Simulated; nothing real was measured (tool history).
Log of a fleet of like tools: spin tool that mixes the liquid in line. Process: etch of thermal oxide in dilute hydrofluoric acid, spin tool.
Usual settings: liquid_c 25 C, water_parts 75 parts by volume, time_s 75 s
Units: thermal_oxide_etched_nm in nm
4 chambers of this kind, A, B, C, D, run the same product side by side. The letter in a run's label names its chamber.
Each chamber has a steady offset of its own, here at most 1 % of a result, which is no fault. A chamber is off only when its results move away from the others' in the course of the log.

run	hour	liquid_c	water_parts	time_s	hours since the thermometer was replaced	hours since the hydrofluoric acid flow meter was replaced	read-back film thickness of the thermal oxide reference wafer, read on the same gauge (nm)	thermal_oxide_etched_nm
1A	5.0	25	75	75	543.1	699.7	100.050	4.8269
2B	10.3	25	75	75	394.6	1274.2	99.971	4.8840
3C	15.7	25	75	75	1201.9	203.5	100.000	4.7845
4D	19.5	25	75	75	581.8	1698.8	100.010	4.8734
5D	23.7	25	75	75	586.0	1703.0	99.998	4.8544
6C	29.1	25	75	75	1215.3	216.9	100.010	4.7891
7A	33.7	29	75	95	571.8	728.4	100.040	7.2732
8B	36.8	29	75	95	421.1	1300.7	99.936	7.1803
9D	39.3	29	75	95	601.6	1718.6	100.030	7.2350
10C	42.8	29	75	95	1229.0	230.6	100.010	7.1436
11B	47.4	25	75	75	431.7	1311.3	100.010	4.8446
12A	52.3	25	75	75	590.4	747.0	99.984	4.9827
13D	57.6	25	75	75	619.9	1736.9	99.990	4.8103
14C	62.0	25	75	75	1248.2	249.8	100.050	4.7550
15B	64.9	25	75	75	449.2	1328.8	100.020	4.8140
16A	68.7	25	75	75	606.8	763.4	100.020	4.9590
17A	73.5	25	75	75	611.6	768.2	99.980	5.0322
18C	76.5	25	115	75	1262.7	264.3	100.010	2.9594
19B	79.2	25	115	75	463.5	1343.1	100.030	2.9807
20D	81.9	25	115	75	644.2	1761.2	99.968	3.0019
21A	85.2	25	115	75	623.3	779.9	99.969	3.1158
22D	89.4	25	75	75	651.7	1768.7	100.000	4.7928
23B	94.1	25	75	75	478.4	1358.0	99.996	4.7938
24C	97.5	25	75	75	1283.7	285.3	100.020	4.7583
25A	100.7	25	75	75	638.8	795.4	99.986	5.0282
26B	105.8	25	75	75	490.1	1369.7	100.020	4.8775
27D	109.0	25	75	75	671.3	1788.3	99.966	4.8828
28C	111.5	25	75	75	1297.7	299.3	100.000	4.7234
29C	115.1	25	75	75	1301.3	302.9	99.995	4.7480
30D	119.5	25	75	75	681.8	1798.8	99.975	4.8387
31A	122.4	25	75	75	660.5	817.1	99.968	5.0607
32B	125.2	25	75	75	509.5	1389.1	100.010	4.8387
33B	128.9	25	75	75	513.2	1392.8	99.956	4.9247
34C	132.3	25	75	75	1318.5	320.1	99.989	4.7552
35D	137.0	25	75	75	699.3	1816.3	99.937	4.8434
36A	140.9	25	75	75	679.0	835.6	99.980	5.1164
37B	143.7	25	75	75	528.0	1407.6	99.934	4.8236
38C	147.0	25	75	75	1333.2	334.8	100.040	4.7600
39D	151.3	25	75	75	713.6	1830.6	99.969	4.8224
40A	154.6	25	75	75	692.7	849.3	99.959	5.2436
41B	158.6	25	90	105	542.9	1422.5	100.010	5.4693
42D	162.9	25	90	105	725.2	1842.2	100.000	5.6400
43C	166.1	25	90	105	1352.3	353.9	99.979	5.4547

What goes on in this fleet: one chamber off, a drifting gauge, or nothing beyond the chambers' own small offsets? Name the chamber and the cause, if any.

Chamber A drifts away from the others.
Cause: hydrofluoric acid flow above the setpoint (%) = 7.71.
The log may not tell that from: liquid hotter than its thermometer reads (K).

Here are 4 candidates for chamber A's next run, each the usual settings with a change, their results left as question marks. Which one brings its results back in line with what the others give on the usual settings?
In line means no further than this from the other chambers' mean on the usual settings: thermal_oxide_etched_nm 0.1400 nm
44A-1	170.0	26.0	75	75				?
44A-2	170.0	24.0	75	75				?
44A-3	170.0	24.5	80	75				?
44A-4	170.0	27.0	75	75				?

The other chambers' mean on the usual settings: thermal_oxide_etched_nm 4.8129 nm
run	thermal_oxide_etched_nm
44A-1	5.4599
44A-2	5.0301
44A-3	4.7824
44A-4	5.6832
44A-3 brings the chamber back in line.
